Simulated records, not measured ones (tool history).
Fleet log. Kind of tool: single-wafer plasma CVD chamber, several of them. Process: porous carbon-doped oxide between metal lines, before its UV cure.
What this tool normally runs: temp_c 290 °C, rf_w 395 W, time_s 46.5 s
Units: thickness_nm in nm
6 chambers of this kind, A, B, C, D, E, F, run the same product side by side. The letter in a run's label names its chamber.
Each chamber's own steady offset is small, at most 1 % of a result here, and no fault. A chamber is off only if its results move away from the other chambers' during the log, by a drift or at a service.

run,hour,temp_c,rf_w,time_s,hours since the last thermocouple change,hours since the last RF generator calibration,"read-back reference wafer on the same gauge, thickness_nm",thickness_nm
1F,7.1,290,395,46.5,168.6,1647.5,184.90,221.15
2A,14.4,290,395,46.5,856.4,1256.2,184.89,223.33
# hour 17.7: chamber D: RF generator calibrated
3D,20.5,290,395,46.5,1460.4,2.8,184.91,220.00
4E,26.8,290,395,46.5,937.8,778.2,184.88,222.61
5C,33.4,290,395,46.5,409.0,221.4,184.88,219.86
6B,38.2,290,395,46.5,1240.2,237.4,184.86,221.60
7B,44.9,290,395,46.5,1246.9,244.1,184.81,221.59
8D,49.2,290,395,46.5,1489.1,31.5,184.72,219.44
9F,55.3,290,395,46.5,216.8,1695.7,184.74,220.15
10A,61.8,290,395,46.5,903.8,1303.6,184.69,222.67
11E,67.8,290,395,46.5,978.8,819.2,184.74,222.50
12C,75.1,290,395,46.5,450.7,263.1,184.66,220.58
13C,80.0,290,395,46.5,455.6,268.0,184.65,220.25
14B,86.5,290,395,46.5,1288.5,285.7,184.60,221.83
15D,93.9,290,395,46.5,1533.8,76.2,184.52,219.98
16F,99.5,290,395,46.5,261.0,1739.9,184.53,220.55
17A,106.2,290,395,46.5,948.2,1348.0,184.48,222.28
18E,110.5,290,395,46.5,1021.5,861.9,184.47,221.89
19E,116.4,290,395,46.5,1027.4,867.8,184.46,222.51
20B,122.2,290,395,46.5,1324.2,321.4,184.38,221.02
21C,126.3,290,395,46.5,501.9,314.3,184.45,220.36
22D,129.6,290,395,46.5,1569.5,111.9,184.35,219.67
23A,136.6,290,355,46.5,978.6,1378.4,184.37,204.43
24F,141.0,290,355,46.5,302.5,1781.4,184.36,202.24
25C,144.5,290,355,46.5,520.1,332.5,184.34,202.05
26E,150.2,290,355,46.5,1061.2,901.6,184.28,204.15
27B,157.6,290,355,46.5,1359.6,356.8,184.26,202.53
28A,162.6,290,355,46.5,1004.6,1404.4,184.18,203.44
29D,167.3,290,395,46.5,1607.2,149.6,184.16,219.42
30F,170.6,290,395,46.5,332.1,1811.0,184.18,219.89
31A,175.8,278,435,46.5,1017.8,1417.6,184.14,257.84
32F,179.4,278,435,46.5,340.9,1819.8,184.12,255.95
33B,184.2,278,435,46.5,1386.2,383.4,184.07,256.98
34E,190.8,278,435,46.5,1101.8,942.2,184.08,257.58
35D,197.4,278,435,46.5,1637.3,179.7,184.08,254.28
36C,201.9,278,435,46.5,577.5,389.9,184.02,254.05
37E,207.8,290,395,46.5,1118.8,959.2,184.00,222.44
38F,213.7,290,395,46.5,375.2,1854.1,184.07,219.40
39A,219.4,297,350,46.5,1061.4,1461.2,183.99,193.05
40C,225.3,297,350,46.5,600.9,413.3,183.92,192.34

For the next run the whole fleet of 6 chambers uses the same settings. Give each chamber's results:
41A,230.6,290,395,46.5,,,,?
41B,230.6,290,395,46.5,,,,?
41C,230.6,290,395,46.5,,,,?
41D,230.6,290,395,46.5,,,,?
41E,230.6,290,395,46.5,,,,?
41F,230.6,290,395,46.5,,,,?

run,thickness_nm
41A,221.49
41B,220.27
41C,219.52
41D,218.64
41E,221.57
41F,219.55
